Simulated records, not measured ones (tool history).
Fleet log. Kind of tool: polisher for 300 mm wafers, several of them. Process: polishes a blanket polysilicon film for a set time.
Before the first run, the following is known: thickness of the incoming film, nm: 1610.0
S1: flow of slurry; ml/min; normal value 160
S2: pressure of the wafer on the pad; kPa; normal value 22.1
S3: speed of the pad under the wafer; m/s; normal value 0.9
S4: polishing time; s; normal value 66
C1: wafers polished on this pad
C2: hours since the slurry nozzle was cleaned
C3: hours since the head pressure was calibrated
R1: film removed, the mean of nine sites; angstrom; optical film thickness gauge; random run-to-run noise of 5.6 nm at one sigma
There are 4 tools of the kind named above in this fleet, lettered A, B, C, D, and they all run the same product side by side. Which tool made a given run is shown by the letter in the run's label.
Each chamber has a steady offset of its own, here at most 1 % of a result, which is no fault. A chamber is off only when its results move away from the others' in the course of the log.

Run 1D, hour 7.1: usual settings; C1 1058; C2 236.5; C3 246.8. Result: R1 6570.6 angstrom.
At hour 13.9: chamber C: worn pad replaced by a new one.
Run 2C, hour 13.9: usual settings; C1 0; C2 152.8; C3 1068.3. Result: R1 6453.4 angstrom.
Run 3A, hour 18: usual settings; C1 489; C2 811; C3 275.3. Result: R1 6632.3 angstrom.
At hour 22.1: chamber D: worn pad replaced by a new one.
Run 4B, hour 23.9: usual settings; C1 785; C2 91.5; C3 634. Result: R1 6557.1 angstrom.
At hour 25.7: chamber A: worn pad replaced by a new one.
At hour 28.4: chamber B: worn pad replaced by a new one.
Run 5A, hour 30.7: usual settings; C1 71; C2 823.7; C3 288. Result: R1 6516.3 angstrom.
Run 6C, hour 38.1: usual settings; C1 344; C2 177; C3 1092.5. Result: R1 6605.6 angstrom.
Run 7B, hour 45.6: usual settings; C1 246; C2 113.2; C3 655.7. Result: R1 6599.4 angstrom.
Run 8D, hour 51.3: usual settings; C1 417; C2 280.7; C3 291. Result: R1 6542.9 angstrom.
At hour 57.2: chamber D: slurry nozzle cleaned.
Run 9A, hour 58.5: usual settings; C1 467; C2 851.5; C3 315.8. Result: R1 6614.2 angstrom.
At hour 61.1: chamber A: worn pad replaced by a new one.
Run 10B, hour 64.5: usual settings; C1 515; C2 132.1; C3 674.6. Result: R1 6599.5 angstrom.
Run 11C, hour 68: usual settings; C1 770; C2 206.9; C3 1122.4. Result: R1 6511.8 angstrom.
Run 12D, hour 71.9: usual settings; C1 710; C2 14.7; C3 311.6. Result: R1 6446.1 angstrom.
Run 13A, hour 77: usual settings; C1 227; C2 870; C3 334.3. Result: R1 6643.9 angstrom.
At hour 79.6: chamber A: slurry nozzle cleaned.
Run 14D, hour 80.9: usual settings; C1 838; C2 23.7; C3 320.6. Result: R1 6466.1 angstrom.
Run 15B, hour 87.4: usual settings; C1 841; C2 155; C3 697.5. Result: R1 6583.9 angstrom.
Run 16C, hour 93: usual settings; C1 1126; C2 231.9; C3 1147.4. Result: R1 6426.2 angstrom.
At hour 93.3: chamber C: worn pad replaced by a new one.
At hour 94: chamber A: worn pad replaced by a new one.
Run 17D, hour 96.6: usual settings; C1 1062; C2 39.4; C3 336.3. Result: R1 6477 angstrom.
Run 18B, hour 100.2: usual settings; C1 1023; C2 167.8; C3 710.3. Result: R1 6475.5 angstrom.
At hour 105.2: chamber B: worn pad replaced by a new one.
Run 19C, hour 106.3: usual settings but S2 25.5 kPa; C1 186; C2 245.2; C3 1160.7. Result: R1 7434.9 angstrom.
At hour 111: chamber A: head pressure recalibrated.
Run 20A, hour 113.4: usual settings but S2 25.5 kPa; C1 277; C2 33.8; C3 2.4. Result: R1 7386.6 angstrom.
At hour 116.7: chamber D: worn pad replaced by a new one.
At hour 117.6: chamber D: head pressure recalibrated.
Run 21B, hour 120.4: usual settings but S2 25.5 kPa; C1 216; C2 188; C3 730.5. Result: R1 7585 angstrom.
Run 22A, hour 126.5: usual settings but S2 25.5 kPa; C1 463; C2 46.9; C3 15.5. Result: R1 7547.8 angstrom.
Run 23D, hour 133.8: usual settings but S4 52 s; C1 243; C2 76.6; C3 16.3. Result: R1 5107.9 angstrom.
At hour 136.3: chamber A: worn pad replaced by a new one.
Run 24C, hour 140.1: usual settings but S4 52 s; C1 667; C2 279; C3 1194.5. Result: R1 5166.4 angstrom.
At hour 145.3: chamber C: slurry nozzle cleaned.
Run 25C, hour 147: usual settings but S4 52 s; C1 765; C2 1.7; C3 1201.4. Result: R1 5119.8 angstrom.
Run 26B, hour 153: usual settings but S4 52 s; C1 680; C2 220.6; C3 763.1. Result: R1 5142 angstrom.
Run 27D, hour 159.7: usual settings; C1 612; C2 102.5; C3 42.2. Result: R1 6525.1 angstrom.
Run 28A, hour 163.8: usual settings; C1 392; C2 84.2; C3 52.8. Result: R1 6496.8 angstrom.
Run 29B, hour 168.2: usual settings; C1 897; C2 235.8; C3 778.3. Result: R1 6610.9 angstrom.
At hour 170: chamber A: worn pad replaced by a new one.
Run 30A, hour 174.8: usual settings; C1 69; C2 95.2; C3 63.8. Result: R1 6504.7 angstrom.

For the next run the whole fleet of 4 chambers uses the same settings. Give each chamber's results:
Run 31A, hour 180.3: usual settings. Result: R1 ?.
Run 31B, hour 180.3: usual settings. Result: R1 ?.
Run 31C, hour 180.3: usual settings. Result: R1 ?.
Run 31D, hour 180.3: usual settings. Result: R1 ?.

run      R1
31A  6562.8
31B  6592.8
31C  6535.2
31D    6541

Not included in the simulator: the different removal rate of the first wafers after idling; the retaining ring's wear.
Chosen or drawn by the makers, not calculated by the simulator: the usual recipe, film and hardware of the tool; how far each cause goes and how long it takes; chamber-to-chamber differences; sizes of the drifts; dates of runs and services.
